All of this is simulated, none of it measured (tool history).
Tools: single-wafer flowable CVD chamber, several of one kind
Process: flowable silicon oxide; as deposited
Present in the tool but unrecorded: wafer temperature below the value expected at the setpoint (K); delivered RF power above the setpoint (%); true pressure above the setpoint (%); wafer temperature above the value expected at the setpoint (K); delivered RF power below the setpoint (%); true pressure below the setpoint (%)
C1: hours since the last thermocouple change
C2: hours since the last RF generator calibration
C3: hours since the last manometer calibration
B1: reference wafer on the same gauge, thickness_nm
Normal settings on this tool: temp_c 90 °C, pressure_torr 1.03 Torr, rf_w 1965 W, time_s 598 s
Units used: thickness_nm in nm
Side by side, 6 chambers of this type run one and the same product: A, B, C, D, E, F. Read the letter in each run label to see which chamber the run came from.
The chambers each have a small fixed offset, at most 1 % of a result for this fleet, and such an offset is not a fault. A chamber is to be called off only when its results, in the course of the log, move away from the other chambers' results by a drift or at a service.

Run 1A, hour 5.1: usual settings; C1 1979; C2 1846; C3 725.9; B1 769.03. Result: thickness_nm 691.44 nm.
Run 2F, hour 14.9: usual settings; C1 1252.2; C2 282.6; C3 132.8; B1 769.36. Result: thickness_nm 691.98 nm.
Run 3D, hour 25.8: usual settings; C1 234; C2 1673.6; C3 810.7; B1 769.48. Result: thickness_nm 698.62 nm.
Run 4B, hour 31.3: usual settings; C1 758.9; C2 1968.9; C3 65.9; B1 769.45. Result: thickness_nm 687.32 nm.
Run 5E, hour 39.7: usual settings; C1 1026; C2 1363.7; C3 989.9; B1 769.6. Result: thickness_nm 690.76 nm.
Run 6C, hour 45: usual settings; C1 327.7; C2 281.1; C3 2048.9; B1 769.65. Result: thickness_nm 688.47 nm.
Run 7B, hour 55.1: usual settings; C1 782.7; C2 1992.7; C3 89.7; B1 769.86. Result: thickness_nm 687.41 nm.
Run 8E, hour 63.1: usual settings but temp_c 103 °C, rf_w 2210 W; C1 1049.4; C2 1387.1; C3 1013.3; B1 769.77. Result: thickness_nm 459.01 nm.
Run 9D, hour 72.8: usual settings but temp_c 103 °C, rf_w 2210 W; C1 281; C2 1720.6; C3 857.7; B1 769.96. Result: thickness_nm 463.33 nm.
Run 10A, hour 81.3: usual settings but temp_c 103 °C, rf_w 2210 W; C1 2055.2; C2 1922.2; C3 802.1; B1 770.21. Result: thickness_nm 458.89 nm.
Run 11F, hour 89.5: usual settings but temp_c 103 °C, rf_w 2210 W; C1 1326.8; C2 357.2; C3 207.4; B1 770.29. Result: thickness_nm 455.41 nm.
Run 12C, hour 99.4: usual settings but temp_c 103 °C, rf_w 2210 W; C1 382.1; C2 335.5; C3 2103.3; B1 770.49. Result: thickness_nm 458.98 nm.
At hour 100.7: chamber E: capacitance manometer re-zeroed and calibrated.
Run 13C, hour 105.8: usual settings but temp_c 103 °C, rf_w 2210 W; C1 388.5; C2 341.9; C3 2109.7; B1 770.2. Result: thickness_nm 459.18 nm.
Run 14A, hour 112.3: usual settings; C1 2086.2; C2 1953.2; C3 833.1; B1 770.35. Result: thickness_nm 694.25 nm.
At hour 121.2: chamber A: RF generator calibrated.
Run 15E, hour 122.8: usual settings; C1 1109.1; C2 1446.8; C3 22.1; B1 770.75. Result: thickness_nm 692.84 nm.
Run 16F, hour 132.7: usual settings; C1 1370; C2 400.4; C3 250.6; B1 770.68. Result: thickness_nm 693.46 nm.
Run 17B, hour 143.1: usual settings; C1 870.7; C2 2080.7; C3 177.7; B1 771.04. Result: thickness_nm 686.76 nm.
Run 18D, hour 150.2: usual settings; C1 358.4; C2 1798; C3 935.1; B1 771.01. Result: thickness_nm 700.18 nm.
Run 19F, hour 158.1: usual settings; C1 1395.4; C2 425.8; C3 276; B1 771.11. Result: thickness_nm 691.57 nm.
Run 20C, hour 163.7: usual settings; C1 446.4; C2 399.8; C3 2167.6; B1 771.58. Result: thickness_nm 689.53 nm.
Run 21A, hour 169.5: usual settings but time_s 504 s; C1 2143.4; C2 48.4; C3 890.3; B1 771.2. Result: thickness_nm 586.08 nm.
Run 22B, hour 176.4: usual settings but time_s 504 s; C1 904; C2 2114; C3 211; B1 771.68. Result: thickness_nm 580.25 nm.
At hour 180.3: chamber D: RF generator calibrated.
Run 23D, hour 184.7: usual settings but time_s 504 s; C1 392.9; C2 4.4; C3 969.6; B1 771.53. Result: thickness_nm 590.44 nm.
Run 24E, hour 194.6: usual settings but time_s 504 s; C1 1180.9; C2 1518.6; C3 93.9; B1 771.61. Result: thickness_nm 585.76 nm.
Run 25C, hour 201.5: usual settings but time_s 504 s; C1 484.2; C2 437.6; C3 2205.4; B1 771.89. Result: thickness_nm 581.72 nm.
Run 26A, hour 207.7: usual settings but time_s 504 s; C1 2181.6; C2 86.6; C3 928.5; B1 771.71. Result: thickness_nm 586.17 nm.
Run 27E, hour 217.9: usual settings; C1 1204.2; C2 1541.9; C3 117.2; B1 771.82. Result: thickness_nm 693.55 nm.
Run 28F, hour 224.3: usual settings; C1 1461.6; C2 492; C3 342.2; B1 772.24. Result: thickness_nm 692.39 nm.
Run 29D, hour 233.9: usual settings; C1 442.1; C2 53.6; C3 1018.8; B1 772.33. Result: thickness_nm 699.4 nm.
Run 30B, hour 244.2: usual settings; C1 971.8; C2 2181.8; C3 278.8; B1 772.25. Result: thickness_nm 689.75 nm.
At hour 253.5: chamber A: thermocouple changed; heater temperature recalibrated.
Run 31B, hour 255.2: usual settings; C1 982.8; C2 2192.8; C3 289.8; B1 772.38. Result: thickness_nm 691.16 nm.
Run 32C, hour 261.1: usual settings; C1 543.8; C2 497.2; C3 2265; B1 772.47. Result: thickness_nm 692.48 nm.
Run 33E, hour 270.1: usual settings; C1 1256.4; C2 1594.1; C3 169.4; B1 772.94. Result: thickness_nm 696.12 nm.
Run 34D, hour 280.5: usual settings; C1 488.7; C2 100.2; C3 1065.4; B1 772.85. Result: thickness_nm 699.73 nm.
Run 35F, hour 286.6: usual settings; C1 1523.9; C2 554.3; C3 404.5; B1 773.25. Result: thickness_nm 693.71 nm.
Run 36A, hour 297.7: usual settings; C1 44.3; C2 176.6; C3 1018.5; B1 773.09. Result: thickness_nm 695.36 nm.

Each of the 6 chambers runs these same settings next. Fill in every chamber's results:
Run 37A, hour 305.8: usual settings. Result: thickness_nm ?.
Run 37B, hour 305.8: usual settings. Result: thickness_nm ?.
Run 37C, hour 305.8: usual settings. Result: thickness_nm ?.
Run 37D, hour 305.8: usual settings. Result: thickness_nm ?.
Run 37E, hour 305.8: usual settings. Result: thickness_nm ?.
Run 37F, hour 305.8: usual settings. Result: thickness_nm ?.

run  thickness_nm
37A         694.9
37B        691.56
37C        691.75
37D        699.84
37E        695.51
37F        694.35
